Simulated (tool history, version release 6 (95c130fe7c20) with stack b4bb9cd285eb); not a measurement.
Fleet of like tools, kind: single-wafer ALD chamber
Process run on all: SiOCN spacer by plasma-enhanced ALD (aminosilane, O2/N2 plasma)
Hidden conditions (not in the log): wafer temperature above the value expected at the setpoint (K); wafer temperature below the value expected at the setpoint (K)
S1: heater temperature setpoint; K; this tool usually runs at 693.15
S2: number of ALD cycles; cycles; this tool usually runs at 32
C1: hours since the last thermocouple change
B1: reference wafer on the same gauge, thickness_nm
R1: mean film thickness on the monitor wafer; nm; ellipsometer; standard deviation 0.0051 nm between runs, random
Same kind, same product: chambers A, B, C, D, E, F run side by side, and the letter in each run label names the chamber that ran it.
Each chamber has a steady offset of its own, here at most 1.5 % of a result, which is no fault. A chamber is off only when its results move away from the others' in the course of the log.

{"run": "1C", "hour": 4.3, "S1": 693.15, "S2": 32, "C1": 955.4, "B1": 1.919, "R1": 1.8234}
{"run": "2B", "hour": 8.6, "S1": 693.15, "S2": 32, "C1": 1610.2, "B1": 1.9199, "R1": 1.8273}
{"run": "3E", "hour": 12.4, "S1": 693.15, "S2": 32, "C1": 1653.5, "B1": 1.9203, "R1": 1.8144}
{"run": "4F", "hour": 17.5, "S1": 693.15, "S2": 32, "C1": 171.3, "B1": 1.921, "R1": 1.8279}
{"run": "5D", "hour": 23.7, "S1": 693.15, "S2": 32, "C1": 138.1, "B1": 1.92, "R1": 1.8011}
{"run": "6A", "hour": 30.7, "S1": 693.15, "S2": 32, "C1": 1377.6, "B1": 1.9198, "R1": 1.7975}
{"run": "7C", "hour": 37.3, "S1": 693.15, "S2": 32, "C1": 988.4, "B1": 1.9197, "R1": 1.8222}
{"run": "8E", "hour": 44.3, "S1": 693.15, "S2": 32, "C1": 1685.4, "B1": 1.9193, "R1": 1.8208}
{"run": "9B", "hour": 49.8, "S1": 693.15, "S2": 32, "C1": 1651.4, "B1": 1.9216, "R1": 1.8225}
{"run": "10D", "hour": 55.4, "S1": 693.15, "S2": 32, "C1": 169.8, "B1": 1.9207, "R1": 1.8072}
{"run": "11F", "hour": 61.3, "S1": 693.15, "S2": 26, "C1": 215.1, "B1": 1.9206, "R1": 1.4891}
{"run": "12A", "hour": 64.9, "S1": 693.15, "S2": 26, "C1": 1411.8, "B1": 1.9202, "R1": 1.4494}
{"run": "13D", "hour": 69.9, "S1": 693.15, "S2": 26, "C1": 184.3, "B1": 1.9198, "R1": 1.4575}
{"run": "14C", "hour": 74.4, "S1": 693.15, "S2": 26, "C1": 1025.5, "B1": 1.9206, "R1": 1.4843}
{"run": "15B", "hour": 81.8, "S1": 693.15, "S2": 26, "C1": 1683.4, "B1": 1.9201, "R1": 1.4888}
{"run": "16F", "hour": 87.8, "S1": 693.15, "S2": 26, "C1": 241.6, "B1": 1.9212, "R1": 1.4898}
{"run": "17E", "hour": 93.3, "S1": 693.15, "S2": 32, "C1": 1734.4, "B1": 1.9197, "R1": 1.8159}
{"run": "18A", "hour": 99.6, "S1": 693.15, "S2": 32, "C1": 1446.5, "B1": 1.92, "R1": 1.7801}
{"run": "19E", "hour": 104.3, "S1": 693.15, "S2": 32, "C1": 1745.4, "B1": 1.9187, "R1": 1.8125}
{"run": "20C", "hour": 108.7, "S1": 693.15, "S2": 32, "C1": 1059.8, "B1": 1.9195, "R1": 1.8246}
{"run": "21A", "hour": 113.0, "S1": 693.15, "S2": 32, "C1": 1459.9, "B1": 1.9196, "R1": 1.7955}
{"run": "22F", "hour": 117.6, "S1": 693.15, "S2": 32, "C1": 271.4, "B1": 1.9189, "R1": 1.8334}
{"run": "23B", "hour": 122.8, "S1": 693.15, "S2": 32, "C1": 1724.4, "B1": 1.9192, "R1": 1.8358}
{"run": "24D", "hour": 126.2, "S1": 681.15, "S2": 36, "C1": 240.6, "B1": 1.9211, "R1": 2.1289}
{"run": "25D", "hour": 130.6, "S1": 681.15, "S2": 36, "C1": 245.0, "B1": 1.9201, "R1": 2.106}
{"run": "26F", "hour": 134.7, "S1": 681.15, "S2": 36, "C1": 288.5, "B1": 1.9202, "R1": 2.1299}
{"run": "27E", "hour": 139.8, "S1": 681.15, "S2": 36, "C1": 1780.9, "B1": 1.9205, "R1": 2.1146}
{"run": "28C", "hour": 147.2, "S1": 681.15, "S2": 36, "C1": 1098.3, "B1": 1.9196, "R1": 2.1235}
{"run": "29A", "hour": 150.6, "S1": 681.15, "S2": 36, "C1": 1497.5, "B1": 1.9198, "R1": 2.086}
{"run": "30B", "hour": 157.6, "S1": 693.15, "S2": 32, "C1": 1759.2, "B1": 1.9198, "R1": 1.8182}
{"run": "31A", "hour": 163.0, "S1": 693.15, "S2": 26, "C1": 1509.9, "B1": 1.9197, "R1": 1.4535}
{"run": "32F", "hour": 169.9, "S1": 693.15, "S2": 26, "C1": 323.7, "B1": 1.9197, "R1": 1.4865}
{"run": "33C", "hour": 175.1, "S1": 693.15, "S2": 26, "C1": 1126.2, "B1": 1.9216, "R1": 1.4844}
{"run": "34B", "hour": 181.2, "S1": 693.15, "S2": 26, "C1": 1782.8, "B1": 1.9199, "R1": 1.4788}
{"run": "35E", "hour": 186.1, "S1": 693.15, "S2": 26, "C1": 1827.2, "B1": 1.92, "R1": 1.4742}
{"run": "36D", "hour": 189.7, "S1": 693.15, "S2": 26, "C1": 304.1, "B1": 1.9195, "R1": 1.4674}
{"run": "37E", "hour": 196.0, "S1": 693.15, "S2": 32, "C1": 1837.1, "B1": 1.9193, "R1": 1.8142}
{"run": "38F", "hour": 203.2, "S1": 707.15, "S2": 30, "C1": 357.0, "B1": 1.9202, "R1": 1.6347}
{"run": "39D", "hour": 209.5, "S1": 707.15, "S2": 30, "C1": 323.9, "B1": 1.92, "R1": 1.6147}
{"run": "40C", "hour": 215.7, "S1": 707.15, "S2": 30, "C1": 1166.8, "B1": 1.9198, "R1": 1.6346}
{"run": "41A", "hour": 219.2, "S1": 707.15, "S2": 30, "C1": 1566.1, "B1": 1.9196, "R1": 1.6071}

The same settings go to every chamber for the next run, one line per chamber below. Forecast the results for each:
{"run": "42A", "hour": 224.7, "S1": 693.15, "S2": 26, "R1": "?"}
{"run": "42B", "hour": 224.7, "S1": 693.15, "S2": 26, "R1": "?"}
{"run": "42C", "hour": 224.7, "S1": 693.15, "S2": 26, "R1": "?"}
{"run": "42D", "hour": 224.7, "S1": 693.15, "S2": 26, "R1": "?"}
{"run": "42E", "hour": 224.7, "S1": 693.15, "S2": 26, "R1": "?"}
{"run": "42F", "hour": 224.7, "S1": 693.15, "S2": 26, "R1": "?"}

run=42A R1=1.4531
run=42B R1=1.4840
run=42C R1=1.4858
run=42D R1=1.4663
run=42E R1=1.4685
run=42F R1=1.4908
